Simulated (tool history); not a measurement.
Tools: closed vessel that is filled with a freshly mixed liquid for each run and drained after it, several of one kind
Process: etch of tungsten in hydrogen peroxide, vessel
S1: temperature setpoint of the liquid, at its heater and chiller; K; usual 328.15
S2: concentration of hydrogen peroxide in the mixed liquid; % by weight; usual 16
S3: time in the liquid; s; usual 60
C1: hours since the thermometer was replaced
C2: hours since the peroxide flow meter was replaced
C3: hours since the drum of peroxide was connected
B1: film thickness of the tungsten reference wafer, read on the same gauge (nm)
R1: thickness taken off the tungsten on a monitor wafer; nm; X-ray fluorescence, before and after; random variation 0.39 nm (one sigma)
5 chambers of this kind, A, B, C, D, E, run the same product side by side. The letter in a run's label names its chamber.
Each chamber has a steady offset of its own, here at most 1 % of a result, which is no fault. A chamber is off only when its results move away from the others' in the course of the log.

| run | hour | S1 | S2 | S3 | C1 | C2 | C3 | B1 | R1 |
|---|---|---|---|---|---|---|---|---|---|
| 1D | 14.1 | 328.15 | 16 | 60 | 449.2 | 443.7 | 194.9 | 69.972 | 81.238 |
| 2A | 22.2 | 328.15 | 16 | 60 | 251.8 | 1099.7 | 976 | 69.952 | 81.244 |
| 3C | 33.6 | 328.15 | 16 | 60 | 425.8 | 422.7 | 154.9 | 70.022 | 81.95 |
| 4B | 41.4 | 328.15 | 16 | 60 | 1844.4 | 212.5 | 145.8 | 70.025 | 80.888 |
| 5E | 49.7 | 328.15 | 19 | 80 | 1186 | 836 | 735.1 | 70.002 | 118.45 |
| 6D | 61.4 | 328.15 | 19 | 80 | 496.5 | 491 | 242.2 | 70.067 | 118.68 |
|  | 66.2 | chamber E: peroxide flow meter replaced |
| 7B | 71.9 | 328.15 | 19 | 80 | 1874.9 | 243 | 176.3 | 70.024 | 117.57 |
| 8E | 82.9 | 328.15 | 19 | 80 | 1219.2 | 16.7 | 768.3 | 70.015 | 119.51 |
| 9A | 98 | 328.15 | 19 | 80 | 327.6 | 1175.5 | 1051.8 | 70.016 | 118.61 |
| 10C | 106.6 | 328.15 | 16 | 60 | 498.8 | 495.7 | 227.9 | 70.009 | 81.675 |
| 11D | 117.5 | 328.15 | 12.5 | 60 | 552.6 | 547.1 | 298.3 | 70.034 | 70.988 |
|  | 129.1 | chamber A: peroxide flow meter replaced |
| 12B | 131.7 | 328.15 | 12.5 | 60 | 1934.7 | 302.8 | 236.1 | 69.997 | 71.529 |
| 13C | 138.6 | 328.15 | 12.5 | 60 | 530.8 | 527.7 | 259.9 | 69.998 | 71.703 |
| 14A | 153.4 | 328.15 | 12.5 | 60 | 383 | 24.3 | 1107.2 | 69.97 | 72.529 |
| 15E | 163.2 | 328.15 | 12.5 | 60 | 1299.5 | 97 | 848.6 | 69.976 | 70.891 |
|  | 169.5 | chamber B: new drum of peroxide connected |
| 16E | 177.4 | 334.65 | 13 | 60 | 1313.7 | 111.2 | 862.8 | 70.024 | 106.37 |
| 17B | 191.1 | 334.65 | 13 | 60 | 1994.1 | 362.2 | 21.7 | 69.964 | 106.72 |
| 18C | 205.4 | 334.65 | 13 | 60 | 597.6 | 594.5 | 326.7 | 70.015 | 104.87 |
| 19D | 213.4 | 334.65 | 13 | 60 | 648.5 | 643 | 394.2 | 70.02 | 107.57 |
| 20A | 226.3 | 334.65 | 13 | 60 | 455.9 | 97.2 | 1180.1 | 70.007 | 108.84 |
| 21B | 234.6 | 328.15 | 16 | 60 | 2037.6 | 405.7 | 65.2 | 69.985 | 80.377 |
| 22D | 246.4 | 328.15 | 16 | 60 | 681.5 | 676 | 427.2 | 69.975 | 80.612 |
|  | 255.5 | chamber A: thermometer replaced |
| 23C | 257.2 | 328.15 | 16 | 60 | 649.4 | 646.3 | 378.5 | 69.996 | 80.097 |
| 24A | 268.2 | 328.15 | 16 | 60 | 12.8 | 139.1 | 1222 | 70.002 | 82.021 |
| 25E | 276.6 | 328.15 | 16 | 60 | 1412.9 | 210.4 | 962 | 69.975 | 81.152 |
| 26B | 286.1 | 328.15 | 16 | 60 | 2089.1 | 457.2 | 116.7 | 70.007 | 80.942 |
|  | 293.2 | chamber E: new drum of peroxide connected |
| 27E | 301.4 | 323.65 | 16 | 75 | 1437.7 | 235.2 | 8.3 | 70 | 77.686 |
| 28A | 310.2 | 323.65 | 16 | 75 | 54.8 | 181.1 | 1264 | 70 | 77.812 |
| 29D | 321.1 | 323.65 | 16 | 75 | 756.2 | 750.7 | 501.9 | 70.031 | 77.761 |
| 30C | 332.7 | 323.65 | 16 | 75 | 724.9 | 721.8 | 454 | 70.063 | 76.088 |
|  | 333.8 | chamber D: new drum of peroxide connected |
| 31D | 341.6 | 323.65 | 16 | 75 | 776.7 | 771.2 | 7.9 | 69.975 | 77.712 |
| 32C | 357 | 328.15 | 16 | 60 | 749.2 | 746.1 | 478.3 | 69.964 | 78.663 |
| 33B | 364.4 | 328.15 | 16 | 60 | 2167.4 | 535.5 | 195 | 69.954 | 80.621 |
| 34A | 372.7 | 328.15 | 16 | 60 | 117.3 | 243.6 | 1326.5 | 70.031 | 81.4 |
| 35E | 381.7 | 328.15 | 16 | 60 | 1518 | 315.5 | 88.6 | 70.028 | 81.398 |
| 36E | 397.2 | 328.15 | 16 | 60 | 1533.5 | 331 | 104.1 | 70.003 | 81.982 |
| 37A | 406.2 | 328.15 | 16 | 60 | 150.8 | 277.1 | 1360 | 69.992 | 81.617 |
| 38D | 413.6 | 328.15 | 16 | 60 | 848.7 | 843.2 | 79.9 | 70.02 | 81.453 |
| 39B | 426.5 | 328.15 | 21 | 60 | 2229.5 | 597.6 | 257.1 | 70.042 | 91.6 |
| 40C | 439.3 | 328.15 | 21 | 60 | 831.5 | 828.4 | 560.6 | 70.021 | 89.901 |

What goes on in this fleet: one chamber off, a drifting gauge, or nothing beyond the chambers' own small offsets? Name the chamber and the cause, if any.

Chamber C drifts away from the others.
Cause: peroxide flow below the setpoint (%) = 7.35.
The log may not tell that from: liquid colder than its thermometer reads (K); peroxide weaker than its label (%).

Here are 4 candidates for chamber C's next run, each the usual settings with a change, their results left as question marks. Which one brings its results back in line with what the others give on the usual settings?
In line means no further than this from the other chambers' mean on the usual settings: R1 1.4 nm
| 41C-1 | 450.5 | 328.15 | 16 | 65 |  |  |  |  | ? |
| 41C-2 | 450.5 | 328.65 | 16 | 60 |  |  |  |  | ? |
| 41C-3 | 450.5 | 327.65 | 16 | 60 |  |  |  |  | ? |
| 41C-4 | 450.5 | 328.15 | 14 | 60 |  |  |  |  | ? |

The other chambers' mean on the usual settings: R1 81.073 nm
| run | R1 |
|---|---|
| 41C-1 | 84.867 |
| 41C-2 | 80.643 |
| 41C-3 | 76.093 |
| 41C-4 | 73.293 |
41C-2 brings the chamber back in line.
